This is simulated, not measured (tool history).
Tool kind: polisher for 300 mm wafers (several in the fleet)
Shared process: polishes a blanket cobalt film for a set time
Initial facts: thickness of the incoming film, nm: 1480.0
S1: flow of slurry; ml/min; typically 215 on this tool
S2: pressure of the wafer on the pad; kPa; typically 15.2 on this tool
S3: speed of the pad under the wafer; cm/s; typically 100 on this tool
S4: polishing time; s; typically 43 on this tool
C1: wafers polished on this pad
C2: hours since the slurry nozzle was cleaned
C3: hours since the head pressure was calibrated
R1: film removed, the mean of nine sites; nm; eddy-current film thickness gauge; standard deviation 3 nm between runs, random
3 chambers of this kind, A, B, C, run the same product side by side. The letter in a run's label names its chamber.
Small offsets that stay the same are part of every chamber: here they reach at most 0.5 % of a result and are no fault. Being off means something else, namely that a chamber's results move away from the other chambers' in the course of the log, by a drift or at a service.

| run | day | S1 | S2 | S3 | S4 | C1 | C2 | C3 | R1 |
|---|---|---|---|---|---|---|---|---|---|
|  | 0.025 | chamber A: worn pad replaced by a new one |
|  | 0.112 | chamber C: slurry nozzle cleaned |
| 1A | 0.158 | 215 | 15.2 | 100 | 43 | 39 | 490.5 | 875.2 | 227.55 |
| 2C | 0.292 | 215 | 15.2 | 100 | 43 | 434 | 4.3 | 355.8 | 225.4 |
| 3B | 0.45 | 215 | 15.2 | 100 | 43 | 470 | 438 | 562.8 | 222.64 |
| 4B | 0.612 | 215 | 15.2 | 100 | 43 | 517 | 441.9 | 566.7 | 222.88 |
| 5C | 0.767 | 185 | 15.2 | 116 | 43 | 571 | 15.7 | 367.2 | 253.81 |
| 6A | 0.946 | 185 | 15.2 | 116 | 43 | 267 | 509.4 | 894.1 | 246.62 |
| 7B | 1.062 | 185 | 15.2 | 116 | 43 | 647 | 452.7 | 577.5 | 249.09 |
| 8C | 1.162 | 215 | 15.2 | 100 | 43 | 686 | 25.2 | 376.7 | 222.39 |
| 9A | 1.296 | 285 | 19.3 | 100 | 43 | 369 | 517.8 | 902.5 | 288.74 |
| 10A | 1.421 | 285 | 19.3 | 100 | 43 | 405 | 520.8 | 905.5 | 292.12 |
| 11C | 1.596 | 285 | 19.3 | 100 | 43 | 811 | 35.6 | 387.1 | 289.17 |
| 12B | 1.758 | 215 | 15.2 | 100 | 43 | 849 | 469.4 | 594.2 | 211.77 |
| 13C | 1.942 | 215 | 15.2 | 100 | 43 | 911 | 43.9 | 395.4 | 223.36 |
|  | 1.975 | chamber B: worn pad replaced by a new one |
|  | 2.025 | chamber C: worn pad replaced by a new one |
| 14B | 2.067 | 215 | 15.2 | 100 | 43 | 27 | 476.8 | 601.6 | 210.04 |
| 15A | 2.221 | 215 | 15.2 | 100 | 43 | 636 | 540 | 924.7 | 223.21 |
| 16B | 2.408 | 215 | 15.2 | 100 | 43 | 125 | 485 | 609.8 | 208.29 |
| 17C | 2.546 | 215 | 15.2 | 100 | 43 | 151 | 58.4 | 409.9 | 227.98 |
| 18A | 2.729 | 215 | 15.2 | 100 | 43 | 783 | 552.2 | 936.9 | 222.87 |
| 19A | 2.912 | 215 | 15.2 | 100 | 43 | 837 | 556.6 | 941.3 | 219.68 |
| 20C | 3.042 | 215 | 17.9 | 100 | 48 | 294 | 70.3 | 421.8 | 301.1 |
| 21B | 3.192 | 215 | 17.9 | 100 | 48 | 352 | 503.8 | 628.6 | 269.1 |
| 22B | 3.362 | 215 | 17.9 | 100 | 48 | 402 | 507.9 | 632.7 | 272.5 |
| 23A | 3.517 | 215 | 15.2 | 100 | 43 | 1011 | 571.1 | 955.8 | 223.29 |
| 24C | 3.65 | 215 | 15.2 | 100 | 43 | 470 | 84.9 | 436.4 | 226.73 |
| 25C | 3.754 | 215 | 11.7 | 130 | 43 | 500 | 87.4 | 438.9 | 226.17 |
| 26A | 3.921 | 215 | 11.7 | 130 | 43 | 1128 | 580.8 | 965.5 | 224.1 |
| 27B | 4.017 | 215 | 11.7 | 130 | 43 | 591 | 523.6 | 648.4 | 200.05 |
| 28C | 4.183 | 215 | 15.2 | 100 | 43 | 625 | 97.7 | 449.2 | 223.13 |
| 29B | 4.292 | 215 | 15.2 | 100 | 43 | 671 | 530.2 | 655 | 201.84 |
| 30A | 4.383 | 215 | 15.2 | 100 | 43 | 1262 | 591.9 | 976.6 | 221.84 |
| 31B | 4.488 | 215 | 15.2 | 76 | 43 | 727 | 534.9 | 659.7 | 152.46 |
| 32C | 4.579 | 215 | 15.2 | 76 | 43 | 739 | 107.2 | 458.7 | 175 |
|  | 4.725 | chamber A: worn pad replaced by a new one |
| 33A | 4.771 | 215 | 15.2 | 76 | 43 | 13 | 601.2 | 985.9 | 168.63 |
|  | 4.792 | chamber B: worn pad replaced by a new one |
| 34A | 4.946 | 215 | 15.2 | 100 | 43 | 64 | 605.4 | 990.1 | 217.58 |
| 35B | 5.067 | 215 | 15.2 | 100 | 43 | 79 | 548.8 | 673.6 | 197.62 |

What goes on in this fleet: one chamber off, a drifting gauge, or nothing beyond the chambers' own small offsets? Name the chamber and the cause, if any.

Chamber B drifts away from the others.
Likeliest cause: head's pressure below its setpoint, % = 12.1.

Chamber B could run next with any of the 4 candidate recipes listed below; each alters the usual settings, and their results appear as question marks. Which one brings its results back in line with what the other chambers deliver on the usual settings?
Counts as in line when no further than this from what the other chambers average on the usual settings: R1 11 nm
| 36B-1 | 5.208 | 215 | 15.9 | 104 | 45 |  |  |  | ? |
| 36B-2 | 5.208 | 215 | 14.5 | 100 | 40 |  |  |  | ? |
| 36B-3 | 5.208 | 215 | 15.9 | 100 | 43 |  |  |  | ? |
| 36B-4 | 5.208 | 215 | 15.2 | 98 | 42 |  |  |  | ? |

Average result of the remaining chambers running the usual settings: R1 223.71 nm
| run | R1 |
|---|---|
| 36B-1 | 223.2 |
| 36B-2 | 174.14 |
| 36B-3 | 204.96 |
| 36B-4 | 187.63 |
The right change is 36B-1: it brings the chamber back within the allowed miss of the others.
